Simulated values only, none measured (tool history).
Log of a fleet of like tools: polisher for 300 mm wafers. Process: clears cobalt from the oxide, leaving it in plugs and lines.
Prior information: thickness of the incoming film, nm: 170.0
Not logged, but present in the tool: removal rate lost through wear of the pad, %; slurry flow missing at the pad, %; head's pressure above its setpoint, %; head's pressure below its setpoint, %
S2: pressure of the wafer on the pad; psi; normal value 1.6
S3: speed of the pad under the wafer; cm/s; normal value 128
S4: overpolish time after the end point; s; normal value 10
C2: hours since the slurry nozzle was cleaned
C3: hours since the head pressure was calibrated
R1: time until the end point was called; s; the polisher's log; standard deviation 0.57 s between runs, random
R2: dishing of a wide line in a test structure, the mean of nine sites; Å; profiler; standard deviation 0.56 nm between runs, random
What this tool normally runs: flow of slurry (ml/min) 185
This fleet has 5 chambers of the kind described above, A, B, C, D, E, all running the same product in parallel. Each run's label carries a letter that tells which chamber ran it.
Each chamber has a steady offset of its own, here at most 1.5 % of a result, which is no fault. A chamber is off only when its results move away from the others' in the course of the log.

{"day": 0.404, "done": "chamber A: slurry nozzle cleaned"}
{"run": "1D", "day": 0.588, "flow of slurry (ml/min)": 185, "S2": 1.6, "S3": 128, "S4": 10, "wafers polished on this pad": 640, "C2": 387.6, "C3": 447.4, "R1": 36.713, "R2": 319.41}
{"day": 0.925, "done": "chamber A: worn pad replaced by a new one"}
{"run": "2A", "day": 1.071, "flow of slurry (ml/min)": 185, "S2": 1.6, "S3": 128, "S4": 10, "wafers polished on this pad": 44, "C2": 16.1, "C3": 404.8, "R1": 34.712, "R2": 314.8}
{"run": "3E", "day": 1.388, "flow of slurry (ml/min)": 185, "S2": 1.6, "S3": 128, "S4": 10, "wafers polished on this pad": 914, "C2": 356.9, "C3": 67.5, "R1": 35.574, "R2": 328.82}
{"day": 1.642, "done": "chamber D: worn pad replaced by a new one"}
{"run": "4B", "day": 1.933, "flow of slurry (ml/min)": 185, "S2": 1.6, "S3": 128, "S4": 10, "wafers polished on this pad": 764, "C2": 149.7, "C3": 290.3, "R1": 34.458, "R2": 323.92}
{"run": "5C", "day": 2.317, "flow of slurry (ml/min)": 185, "S2": 1.6, "S3": 128, "S4": 10, "wafers polished on this pad": 744, "C2": 110, "C3": 131.7, "R1": 34.58, "R2": 331.39}
{"day": 2.333, "done": "chamber B: worn pad replaced by a new one"}
{"run": "6D", "day": 2.679, "flow of slurry (ml/min)": 185, "S2": 1.6, "S3": 128, "S4": 10, "wafers polished on this pad": 316, "C2": 437.8, "C3": 497.6, "R1": 36.88, "R2": 321.13}
{"day": 3.025, "done": "chamber C: worn pad replaced by a new one"}
{"day": 3.112, "done": "chamber E: worn pad replaced by a new one"}
{"run": "7C", "day": 3.3, "flow of slurry (ml/min)": 230, "S2": 2.1, "S3": 128, "S4": 10, "wafers polished on this pad": 84, "C2": 133.6, "C3": 155.3, "R1": 26.319, "R2": 381.58}
{"day": 3.504, "done": "chamber A: worn pad replaced by a new one"}
{"run": "8A", "day": 3.733, "flow of slurry (ml/min)": 230, "S2": 2.1, "S3": 128, "S4": 10, "wafers polished on this pad": 70, "C2": 80, "C3": 468.7, "R1": 26.987, "R2": 374.1}
{"run": "9E", "day": 4.338, "flow of slurry (ml/min)": 230, "S2": 2.1, "S3": 128, "S4": 10, "wafers polished on this pad": 373, "C2": 427.7, "C3": 138.3, "R1": 26.445, "R2": 379.9}
{"day": 4.633, "done": "chamber D: worn pad replaced by a new one"}
{"run": "10B", "day": 4.658, "flow of slurry (ml/min)": 230, "S2": 2.1, "S3": 128, "S4": 10, "wafers polished on this pad": 709, "C2": 215.1, "C3": 355.7, "R1": 26.409, "R2": 385.23}
{"run": "11A", "day": 5.083, "flow of slurry (ml/min)": 230, "S2": 2.1, "S3": 128, "S4": 10, "wafers polished on this pad": 481, "C2": 112.4, "C3": 501.1, "R1": 27.175, "R2": 389.95}
{"day": 5.588, "done": "chamber B: worn pad replaced by a new one"}
{"run": "12C", "day": 5.717, "flow of slurry (ml/min)": 185, "S2": 2.2, "S3": 128, "S4": 10, "wafers polished on this pad": 821, "C2": 191.6, "C3": 213.3, "R1": 25.9, "R2": 413.98}
{"run": "13D", "day": 6.046, "flow of slurry (ml/min)": 185, "S2": 2.2, "S3": 128, "S4": 10, "wafers polished on this pad": 431, "C2": 518.6, "C3": 578.4, "R1": 26.353, "R2": 385.39}
{"day": 6.15, "done": "chamber C: worn pad replaced by a new one"}
{"run": "14B", "day": 6.721, "flow of slurry (ml/min)": 185, "S2": 2.2, "S3": 128, "S4": 10, "wafers polished on this pad": 345, "C2": 264.6, "C3": 405.2, "R1": 27.25, "R2": 383.83}
{"day": 6.804, "done": "chamber A: worn pad replaced by a new one"}
{"day": 7.05, "done": "chamber E: worn pad replaced by a new one"}
{"run": "15E", "day": 7.096, "flow of slurry (ml/min)": 185, "S2": 2.2, "S3": 128, "S4": 10, "wafers polished on this pad": 15, "C2": 493.9, "C3": 204.5, "R1": 26.534, "R2": 399.44}
{"day": 7.242, "done": "chamber D: worn pad replaced by a new one"}
{"day": 7.283, "done": "chamber D: slurry nozzle cleaned"}
{"run": "16C", "day": 7.733, "flow of slurry (ml/min)": 185, "S2": 2.2, "S3": 128, "S4": 10, "wafers polished on this pad": 483, "C2": 240, "C3": 261.7, "R1": 25.327, "R2": 386.59}
{"run": "17A", "day": 8.342, "flow of slurry (ml/min)": 185, "S2": 1.6, "S3": 128, "S4": 10, "wafers polished on this pad": 468, "C2": 190.6, "C3": 579.3, "R1": 36.183, "R2": 326.35}
{"run": "18E", "day": 8.675, "flow of slurry (ml/min)": 185, "S2": 1.6, "S3": 128, "S4": 10, "wafers polished on this pad": 496, "C2": 531.8, "C3": 242.4, "R1": 35.488, "R2": 330.33}
{"day": 8.721, "done": "chamber B: worn pad replaced by a new one"}
{"day": 8.738, "done": "chamber C: worn pad replaced by a new one"}
{"day": 8.854, "done": "chamber A: head pressure recalibrated"}
{"run": "19B", "day": 9.054, "flow of slurry (ml/min)": 185, "S2": 1.6, "S3": 128, "S4": 10, "wafers polished on this pad": 102, "C2": 320.6, "C3": 461.2, "R1": 38.686, "R2": 309.4}
{"run": "20D", "day": 9.462, "flow of slurry (ml/min)": 185, "S2": 1.6, "S3": 128, "S4": 10, "wafers polished on this pad": 677, "C2": 52.3, "C3": 660.4, "R1": 35.912, "R2": 329.5}
{"day": 9.488, "done": "chamber A: worn pad replaced by a new one"}
{"day": 9.971, "done": "chamber C: slurry nozzle cleaned"}
{"run": "21D", "day": 10.125, "flow of slurry (ml/min)": 185, "S2": 1.6, "S3": 128, "S4": 10, "wafers polished on this pad": 879, "C2": 68.2, "C3": 676.3, "R1": 36.445, "R2": 327.12}
{"day": 10.396, "done": "chamber D: worn pad replaced by a new one"}
{"day": 10.708, "done": "chamber E: slurry nozzle cleaned"}
{"run": "22C", "day": 10.75, "flow of slurry (ml/min)": 185, "S2": 1.6, "S3": 128, "S4": 10, "wafers polished on this pad": 613, "C2": 18.8, "C3": 334.1, "R1": 35.743, "R2": 323.36}
{"run": "23E", "day": 11.092, "flow of slurry (ml/min)": 185, "S2": 1.6, "S3": 128, "S4": 10, "wafers polished on this pad": 1232, "C2": 9.2, "C3": 300.4, "R1": 34.605, "R2": 328.29}
{"day": 11.308, "done": "chamber E: worn pad replaced by a new one"}
{"run": "24A", "day": 11.392, "flow of slurry (ml/min)": 185, "S2": 1.6, "S3": 128, "S4": 10, "wafers polished on this pad": 580, "C2": 263.8, "C3": 61, "R1": 35.353, "R2": 315.78}
{"day": 11.492, "done": "chamber B: worn pad replaced by a new one"}
{"day": 12.017, "done": "chamber C: worn pad replaced by a new one"}
{"run": "25B", "day": 12.029, "flow of slurry (ml/min)": 185, "S2": 1.6, "S3": 128, "S4": 15, "wafers polished on this pad": 164, "C2": 392, "C3": 532.6, "R1": 38.271, "R2": 392.54}
{"day": 12.038, "done": "chamber A: worn pad replaced by a new one"}
{"run": "26A", "day": 12.325, "flow of slurry (ml/min)": 185, "S2": 1.6, "S3": 128, "S4": 15, "wafers polished on this pad": 88, "C2": 286.2, "C3": 83.4, "R1": 35.59, "R2": 410.98}
{"run": "27C", "day": 12.75, "flow of slurry (ml/min)": 185, "S2": 1.6, "S3": 128, "S4": 15, "wafers polished on this pad": 223, "C2": 66.8, "C3": 382.1, "R1": 35.658, "R2": 411.56}
{"run": "28D", "day": 13.296, "flow of slurry (ml/min)": 185, "S2": 1.6, "S3": 128, "S4": 15, "wafers polished on this pad": 884, "C2": 144.3, "C3": 752.4, "R1": 35.536, "R2": 412.58}
{"day": 13.538, "done": "chamber B: slurry nozzle cleaned"}
{"run": "29E", "day": 13.633, "flow of slurry (ml/min)": 185, "S2": 1.6, "S3": 128, "S4": 15, "wafers polished on this pad": 708, "C2": 70.2, "C3": 361.4, "R1": 36.053, "R2": 422.44}
{"run": "30B", "day": 14.046, "flow of slurry (ml/min)": 185, "S2": 1.6, "S3": 128, "S4": 10, "wafers polished on this pad": 778, "C2": 12.3, "C3": 581, "R1": 38.958, "R2": 294.17}
{"run": "31B", "day": 14.483, "flow of slurry (ml/min)": 185, "S2": 1.6, "S3": 128, "S4": 10, "wafers polished on this pad": 911, "C2": 22.8, "C3": 591.5, "R1": 40.712, "R2": 296.53}

Next, all 5 chambers run the settings below, one line each with question marks for the results. What does each chamber give?
{"run": "32A", "day": 14.971, "flow of slurry (ml/min)": 185, "S2": 1.6, "S3": 128, "S4": 10, "R1": "?", "R2": "?"}
{"run": "32B", "day": 14.971, "flow of slurry (ml/min)": 185, "S2": 1.6, "S3": 128, "S4": 10, "R1": "?", "R2": "?"}
{"run": "32C", "day": 14.971, "flow of slurry (ml/min)": 185, "S2": 1.6, "S3": 128, "S4": 10, "R1": "?", "R2": "?"}
{"run": "32D", "day": 14.971, "flow of slurry (ml/min)": 185, "S2": 1.6, "S3": 128, "S4": 10, "R1": "?", "R2": "?"}
{"run": "32E", "day": 14.971, "flow of slurry (ml/min)": 185, "S2": 1.6, "S3": 128, "S4": 10, "R1": "?", "R2": "?"}

run=32A R1=35.419 R2=332.84
run=32B R1=39.907 R2=298.41
run=32C R1=35.128 R2=323.13
run=32D R1=35.177 R2=333.64
run=32E R1=34.922 R2=328.81

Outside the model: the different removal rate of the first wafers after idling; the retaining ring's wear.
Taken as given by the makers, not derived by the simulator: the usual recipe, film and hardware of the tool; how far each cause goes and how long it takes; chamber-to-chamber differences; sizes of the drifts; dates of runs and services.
